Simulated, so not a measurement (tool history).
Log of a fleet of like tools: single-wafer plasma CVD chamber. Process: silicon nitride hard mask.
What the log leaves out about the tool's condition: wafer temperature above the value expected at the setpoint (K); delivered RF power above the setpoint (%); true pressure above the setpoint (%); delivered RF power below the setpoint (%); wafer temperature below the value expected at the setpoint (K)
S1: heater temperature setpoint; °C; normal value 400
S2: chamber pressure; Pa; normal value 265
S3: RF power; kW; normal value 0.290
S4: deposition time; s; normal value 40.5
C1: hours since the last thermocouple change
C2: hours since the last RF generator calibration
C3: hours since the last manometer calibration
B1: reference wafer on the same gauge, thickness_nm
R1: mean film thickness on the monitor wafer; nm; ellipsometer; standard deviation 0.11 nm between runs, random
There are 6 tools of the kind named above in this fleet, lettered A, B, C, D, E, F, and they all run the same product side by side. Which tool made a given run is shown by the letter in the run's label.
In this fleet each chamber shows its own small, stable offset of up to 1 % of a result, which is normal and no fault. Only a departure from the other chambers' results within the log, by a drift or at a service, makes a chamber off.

run 1F hour=2.1 | S1=400 S2=265 S3=0.290 S4=40.5 | C1=1467.9 C2=511.2 C3=829.9 | B1=57.216 | R1=48.535
run 2C hour=4.5 | S1=400 S2=265 S3=0.290 S4=40.5 | C1=1379.3 C2=646.9 C3=674.7 | B1=57.201 | R1=48.667
run 3A hour=7.8 | S1=400 S2=265 S3=0.290 S4=40.5 | C1=1553.5 C2=1923.6 C3=2408.8 | B1=57.247 | R1=48.368
run 4D hour=10.4 | S1=400 S2=265 S3=0.290 S4=40.5 | C1=14.2 C2=931.5 C3=875.4 | B1=57.224 | R1=48.822
run 5E hour=13.7 | S1=400 S2=265 S3=0.290 S4=40.5 | C1=61.6 C2=675.8 C3=1603.0 | B1=57.236 | R1=48.524
run 6B hour=15.8 | S1=400 S2=265 S3=0.290 S4=40.5 | C1=1121.3 C2=47.7 C3=1250.9 | B1=57.194 | R1=48.927
run 7A hour=19.5 | S1=400 S2=265 S3=0.290 S4=40.5 | C1=1565.2 C2=1935.3 C3=2420.5 | B1=57.189 | R1=48.199
run 8E hour=21.8 | S1=400 S2=265 S3=0.290 S4=40.5 | C1=69.7 C2=683.9 C3=1611.1 | B1=57.206 | R1=48.277
run 9B hour=25.7 | S1=406 S2=265 S3=0.255 S4=40.5 | C1=1131.2 C2=57.6 C3=1260.8 | B1=57.216 | R1=44.633
-- hour=27.1 chamber E: capacitance manometer re-zeroed and calibrated
run 10F hour=28.3 | S1=406 S2=265 S3=0.255 S4=40.5 | C1=1494.1 C2=537.4 C3=856.1 | B1=57.198 | R1=44.171
run 11C hour=31.5 | S1=406 S2=265 S3=0.255 S4=40.5 | C1=1406.3 C2=673.9 C3=701.7 | B1=57.156 | R1=44.525
run 12D hour=35.5 | S1=406 S2=265 S3=0.255 S4=40.5 | C1=39.3 C2=956.6 C3=900.5 | B1=57.183 | R1=44.394
run 13E hour=38.1 | S1=406 S2=265 S3=0.255 S4=40.5 | C1=86.0 C2=700.2 C3=11.1 | B1=57.213 | R1=44.129
run 14A hour=41.3 | S1=406 S2=265 S3=0.255 S4=40.5 | C1=1587.0 C2=1957.1 C3=2442.3 | B1=57.191 | R1=44.401
run 15C hour=44.2 | S1=400 S2=265 S3=0.290 S4=40.5 | C1=1419.0 C2=686.6 C3=714.4 | B1=57.183 | R1=48.580
run 16F hour=46.4 | S1=400 S2=265 S3=0.290 S4=40.5 | C1=1512.2 C2=555.5 C3=874.2 | B1=57.203 | R1=48.230
run 17D hour=50.7 | S1=400 S2=265 S3=0.290 S4=34.5 | C1=54.5 C2=971.8 C3=915.7 | B1=57.224 | R1=41.490
run 18B hour=54.9 | S1=400 S2=265 S3=0.290 S4=34.5 | C1=1160.4 C2=86.8 C3=1290.0 | B1=57.202 | R1=41.593
run 19F hour=57.2 | S1=400 S2=265 S3=0.290 S4=34.5 | C1=1523.0 C2=566.3 C3=885.0 | B1=57.165 | R1=41.280
run 20C hour=61.3 | S1=400 S2=265 S3=0.290 S4=34.5 | C1=1436.1 C2=703.7 C3=731.5 | B1=57.200 | R1=41.437
run 21D hour=64.9 | S1=400 S2=265 S3=0.290 S4=34.5 | C1=68.7 C2=986.0 C3=929.9 | B1=57.183 | R1=41.530
run 22E hour=67.5 | S1=400 S2=265 S3=0.290 S4=34.5 | C1=115.4 C2=729.6 C3=40.5 | B1=57.226 | R1=41.090
run 23A hour=69.5 | S1=400 S2=265 S3=0.290 S4=40.5 | C1=1615.2 C2=1985.3 C3=2470.5 | B1=57.210 | R1=48.400
run 24B hour=72.5 | S1=400 S2=265 S3=0.290 S4=40.5 | C1=1178.0 C2=104.4 C3=1307.6 | B1=57.215 | R1=48.984
run 25F hour=76.4 | S1=400 S2=265 S3=0.290 S4=40.5 | C1=1542.2 C2=585.5 C3=904.2 | B1=57.207 | R1=48.436
run 26E hour=79.5 | S1=387 S2=265 S3=0.290 S4=44.8 | C1=127.4 C2=741.6 C3=52.5 | B1=57.226 | R1=53.613
run 27C hour=82.6 | S1=387 S2=265 S3=0.290 S4=44.8 | C1=1457.4 C2=725.0 C3=752.8 | B1=57.223 | R1=54.484
run 28A hour=87.1 | S1=387 S2=265 S3=0.290 S4=44.8 | C1=1632.8 C2=2002.9 C3=2488.1 | B1=57.193 | R1=53.653
run 29B hour=90.5 | S1=387 S2=265 S3=0.290 S4=44.8 | C1=1196.0 C2=122.4 C3=1325.6 | B1=57.187 | R1=54.311
run 30D hour=93.6 | S1=387 S2=265 S3=0.290 S4=44.8 | C1=97.4 C2=1014.7 C3=958.6 | B1=57.201 | R1=54.087
run 31E hour=95.9 | S1=387 S2=265 S3=0.290 S4=44.8 | C1=143.8 C2=758.0 C3=68.9 | B1=57.212 | R1=53.818
run 32A hour=99.0 | S1=400 S2=265 S3=0.290 S4=40.5 | C1=1644.7 C2=2014.8 C3=2500.0 | B1=57.206 | R1=48.187
run 33C hour=102.0 | S1=400 S2=265 S3=0.290 S4=40.5 | C1=1476.8 C2=744.4 C3=772.2 | B1=57.193 | R1=48.833
run 34B hour=105.2 | S1=391 S2=265 S3=0.290 S4=40.5 | C1=1210.7 C2=137.1 C3=1340.3 | B1=57.191 | R1=48.919
run 35F hour=108.2 | S1=391 S2=265 S3=0.290 S4=40.5 | C1=1574.0 C2=617.3 C3=936.0 | B1=57.200 | R1=48.636
run 36D hour=112.0 | S1=391 S2=265 S3=0.290 S4=40.5 | C1=115.8 C2=1033.1 C3=977.0 | B1=57.181 | R1=48.868

Decide between three cases: one chamber stands off from its peers, the gauge reading all wafers drifts, or nothing is wrong past each chamber's small offset. Where a chamber is off, say which and what most likely put it there.

All chambers stay in line apart from their small fixed offsets, and the gauge does not drift.
